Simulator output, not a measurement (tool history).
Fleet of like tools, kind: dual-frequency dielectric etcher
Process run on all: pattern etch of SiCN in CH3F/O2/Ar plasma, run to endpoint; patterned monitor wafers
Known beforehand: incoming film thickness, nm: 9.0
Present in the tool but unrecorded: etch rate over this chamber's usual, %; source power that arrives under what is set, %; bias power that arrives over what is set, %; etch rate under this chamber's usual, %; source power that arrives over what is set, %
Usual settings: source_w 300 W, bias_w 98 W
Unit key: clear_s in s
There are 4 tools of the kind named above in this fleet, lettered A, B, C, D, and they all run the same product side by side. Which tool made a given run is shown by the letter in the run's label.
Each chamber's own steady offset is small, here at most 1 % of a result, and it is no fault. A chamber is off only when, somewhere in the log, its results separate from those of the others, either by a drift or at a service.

run,hour,source_w,bias_w,hours since the last wet clean,hours since the last source power generator calibration,hours since the last bias power generator calibration,clear_s
1D,4.2,300,98,471.2,1413.0,2311.1,23.977
2C,7.9,300,98,503.8,3012.3,3011.0,23.854
3B,14.4,300,98,165.5,304.3,1826.0,23.801
4A,19.2,300,98,65.0,1014.0,1294.8,23.561
5D,23.3,300,83,490.3,1432.1,2330.2,25.563
6A,26.7,300,83,72.5,1021.5,1302.3,25.224
7C,30.1,300,83,526.0,3034.5,3033.2,25.577
8B,35.0,300,83,186.1,324.9,1846.6,25.437
9B,38.0,300,98,189.1,327.9,1849.6,23.787
10A,42.8,300,98,88.6,1037.6,1318.4,23.880
# hour 43.2: chamber D: wet clean of the chamber
11D,49.1,300,98,6.0,1457.9,2356.0,24.224
12C,55.4,300,98,551.3,3059.8,3058.5,23.840
13A,60.2,300,98,106.0,1055.0,1335.8,23.570
14C,63.3,300,98,559.2,3067.7,3066.4,24.093
15D,66.4,300,98,23.3,1475.2,2373.3,24.235
16B,72.5,300,98,223.6,362.4,1884.1,23.834
17A,78.0,300,98,123.8,1072.8,1353.6,23.952
18B,83.0,300,98,234.1,372.9,1894.6,23.703
19C,89.1,300,98,585.0,3093.5,3092.2,23.996
20D,92.2,300,88,49.1,1501.0,2399.1,25.037
21B,98.4,300,88,249.5,388.3,1910.0,24.798
22D,103.5,300,88,60.4,1512.3,2410.4,25.044
23C,106.4,300,88,602.3,3110.8,3109.5,25.042
24A,109.3,300,98,155.1,1104.1,1384.9,23.733
# hour 110.5: chamber C: wet clean of the chamber
25D,115.3,300,98,72.2,1524.1,2422.2,24.248
26A,120.2,350,77,166.0,1115.0,1395.8,24.544
27B,125.4,350,77,276.5,415.3,1937.0,24.549
28C,130.9,350,77,20.5,3135.3,3134.0,24.812
29B,134.0,350,77,285.1,423.9,1945.6,24.690
30A,137.6,300,98,183.4,1132.4,1413.2,23.824

Which is it: a chamber that has drifted or been left off by a service, a gauge drift common to all chambers, or only each chamber's usual small offset? If a chamber is off, name it and its likeliest cause.

Beyond each chamber's small constant offset nothing stands out, and the gauge stays steady.

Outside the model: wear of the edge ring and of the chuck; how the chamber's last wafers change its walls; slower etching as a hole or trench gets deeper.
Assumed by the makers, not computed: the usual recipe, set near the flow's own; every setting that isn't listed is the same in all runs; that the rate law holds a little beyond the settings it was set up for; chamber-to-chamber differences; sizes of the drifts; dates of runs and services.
